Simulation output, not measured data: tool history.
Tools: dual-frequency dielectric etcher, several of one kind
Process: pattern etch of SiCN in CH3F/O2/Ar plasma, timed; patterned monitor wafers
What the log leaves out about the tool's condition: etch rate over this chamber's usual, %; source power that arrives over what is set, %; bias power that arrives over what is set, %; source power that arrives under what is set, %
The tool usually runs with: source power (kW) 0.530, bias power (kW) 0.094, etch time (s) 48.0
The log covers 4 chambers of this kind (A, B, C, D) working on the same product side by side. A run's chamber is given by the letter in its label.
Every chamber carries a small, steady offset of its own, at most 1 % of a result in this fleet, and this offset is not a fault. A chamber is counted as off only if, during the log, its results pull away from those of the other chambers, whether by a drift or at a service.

| run | day | source power (kW) | bias power (kW) | etch time (s) | hours since the last wet clean | hours since the last source power generator calibration | hours since the last bias power generator calibration | read-back reference wafer on the same gauge, depth_nm | mean etch depth across the wafer (nm) |
|---|---|---|---|---|---|---|---|---|---|
| 1C | 0.154 | 0.530 | 0.094 | 48.0 | 519.5 | 219.4 | 3133.1 | 25.202 | 21.973 |
| 2A | 0.358 | 0.530 | 0.094 | 48.0 | 487.4 | 915.5 | 2492.4 | 25.195 | 21.975 |
| 3B | 0.550 | 0.530 | 0.094 | 48.0 | 375.1 | 399.9 | 1663.8 | 25.183 | 21.996 |
|  | 0.792 | chamber B: wet clean of the chamber |
| 4D | 0.850 | 0.530 | 0.094 | 48.0 | 323.8 | 928.8 | 650.3 | 25.208 | 22.197 |
|  | 1.042 | chamber C: wet clean of the chamber |
| 5A | 1.083 | 0.530 | 0.094 | 48.0 | 504.8 | 932.9 | 2509.8 | 25.197 | 21.933 |
| 6B | 1.346 | 0.530 | 0.094 | 48.0 | 13.4 | 419.0 | 1682.9 | 25.198 | 21.950 |
| 7C | 1.662 | 0.530 | 0.094 | 48.0 | 15.0 | 255.6 | 3169.3 | 25.206 | 21.972 |
| 8D | 1.921 | 0.530 | 0.094 | 48.0 | 349.5 | 954.5 | 676.0 | 25.205 | 22.232 |
| 9D | 2.104 | 0.630 | 0.094 | 48.0 | 353.9 | 958.9 | 680.4 | 25.203 | 23.607 |
| 10A | 2.404 | 0.630 | 0.094 | 48.0 | 536.5 | 964.6 | 2541.5 | 25.215 | 23.446 |
| 11B | 2.725 | 0.630 | 0.094 | 48.0 | 46.5 | 452.1 | 1716.0 | 25.193 | 23.485 |
| 12C | 2.983 | 0.630 | 0.094 | 48.0 | 46.7 | 287.3 | 3201.0 | 25.192 | 23.434 |
| 13C | 3.238 | 0.530 | 0.094 | 48.0 | 52.8 | 293.4 | 3207.1 | 25.191 | 22.056 |
| 14B | 3.446 | 0.530 | 0.094 | 48.0 | 63.8 | 469.4 | 1733.3 | 25.194 | 22.001 |
| 15A | 3.754 | 0.530 | 0.094 | 48.0 | 568.9 | 997.0 | 2573.9 | 25.194 | 21.949 |
| 16D | 4.033 | 0.620 | 0.094 | 48.0 | 400.2 | 1005.2 | 726.7 | 25.195 | 23.508 |
| 17B | 4.304 | 0.620 | 0.094 | 48.0 | 84.4 | 490.0 | 1753.9 | 25.190 | 23.303 |
| 18D | 4.567 | 0.620 | 0.094 | 48.0 | 413.0 | 1018.0 | 739.5 | 25.196 | 23.517 |
| 19C | 4.717 | 0.620 | 0.094 | 48.0 | 88.3 | 328.9 | 3242.6 | 25.192 | 23.410 |
| 20A | 4.996 | 0.530 | 0.094 | 48.0 | 598.7 | 1026.8 | 2603.7 | 25.196 | 21.872 |
| 21B | 5.254 | 0.530 | 0.094 | 48.0 | 107.2 | 512.8 | 1776.7 | 25.201 | 21.986 |
| 22A | 5.554 | 0.530 | 0.094 | 48.0 | 612.1 | 1040.2 | 2617.1 | 25.204 | 21.987 |
| 23D | 5.750 | 0.530 | 0.094 | 48.0 | 441.4 | 1046.4 | 767.9 | 25.208 | 22.156 |
|  | 5.950 | chamber A: wet clean of the chamber |
| 24C | 6.075 | 0.530 | 0.094 | 48.0 | 120.9 | 361.5 | 3275.2 | 25.189 | 22.005 |
| 25C | 6.304 | 0.530 | 0.094 | 48.0 | 126.4 | 367.0 | 3280.7 | 25.216 | 22.003 |
| 26D | 6.604 | 0.530 | 0.111 | 57.0 | 461.9 | 1066.9 | 788.4 | 25.192 | 28.037 |
| 27A | 6.762 | 0.530 | 0.111 | 57.0 | 19.6 | 1069.2 | 2646.1 | 25.219 | 27.770 |
| 28B | 6.912 | 0.530 | 0.111 | 57.0 | 147.0 | 552.6 | 1816.5 | 25.221 | 27.816 |
| 29B | 7.200 | 0.530 | 0.111 | 57.0 | 153.9 | 559.5 | 1823.4 | 25.203 | 27.794 |
| 30C | 7.446 | 0.530 | 0.094 | 48.0 | 153.8 | 394.4 | 3308.1 | 25.200 | 22.028 |
| 31A | 7.592 | 0.530 | 0.094 | 48.0 | 39.5 | 1089.1 | 2666.0 | 25.185 | 21.937 |
|  | 7.733 | chamber D: wet clean of the chamber |
| 32D | 7.850 | 0.530 | 0.094 | 48.0 | 2.8 | 1096.8 | 818.3 | 25.204 | 22.192 |
| 33B | 8.021 | 0.430 | 0.094 | 48.0 | 173.6 | 579.2 | 1843.1 | 25.209 | 20.270 |
| 34D | 8.229 | 0.430 | 0.094 | 48.0 | 11.9 | 1105.9 | 827.4 | 25.198 | 20.521 |
| 35C | 8.421 | 0.430 | 0.094 | 48.0 | 177.2 | 417.8 | 3331.5 | 25.203 | 20.362 |
| 36A | 8.704 | 0.430 | 0.094 | 48.0 | 66.2 | 1115.8 | 2692.7 | 25.197 | 20.380 |
| 37B | 8.875 | 0.530 | 0.094 | 48.0 | 194.1 | 599.7 | 1863.6 | 25.198 | 21.960 |
| 38D | 9.150 | 0.530 | 0.094 | 48.0 | 34.0 | 1128.0 | 849.5 | 25.197 | 22.171 |
| 39A | 9.458 | 0.530 | 0.094 | 48.0 | 84.3 | 1133.9 | 2710.8 | 25.201 | 21.953 |
| 40C | 9.642 | 0.530 | 0.094 | 48.0 | 206.5 | 447.1 | 3360.8 | 25.203 | 21.998 |
| 41D | 9.904 | 0.530 | 0.094 | 48.0 | 52.1 | 1146.1 | 867.6 | 25.192 | 22.182 |
| 42A | 10.171 | 0.530 | 0.094 | 34.5 | 101.4 | 1151.0 | 2727.9 | 25.206 | 15.829 |

Each of the 4 chambers runs these same settings next. Fill in every chamber's results:
| 43A | 10.404 | 0.530 | 0.114 | 48.0 |  |  |  |  | ? |
| 43B | 10.404 | 0.530 | 0.114 | 48.0 |  |  |  |  | ? |
| 43C | 10.404 | 0.530 | 0.114 | 48.0 |  |  |  |  | ? |
| 43D | 10.404 | 0.530 | 0.114 | 48.0 |  |  |  |  | ? |

| run | mean etch depth across the wafer (nm) |
|---|---|
| 43A | 23.618 |
| 43B | 23.658 |
| 43C | 23.655 |
| 43D | 23.892 |

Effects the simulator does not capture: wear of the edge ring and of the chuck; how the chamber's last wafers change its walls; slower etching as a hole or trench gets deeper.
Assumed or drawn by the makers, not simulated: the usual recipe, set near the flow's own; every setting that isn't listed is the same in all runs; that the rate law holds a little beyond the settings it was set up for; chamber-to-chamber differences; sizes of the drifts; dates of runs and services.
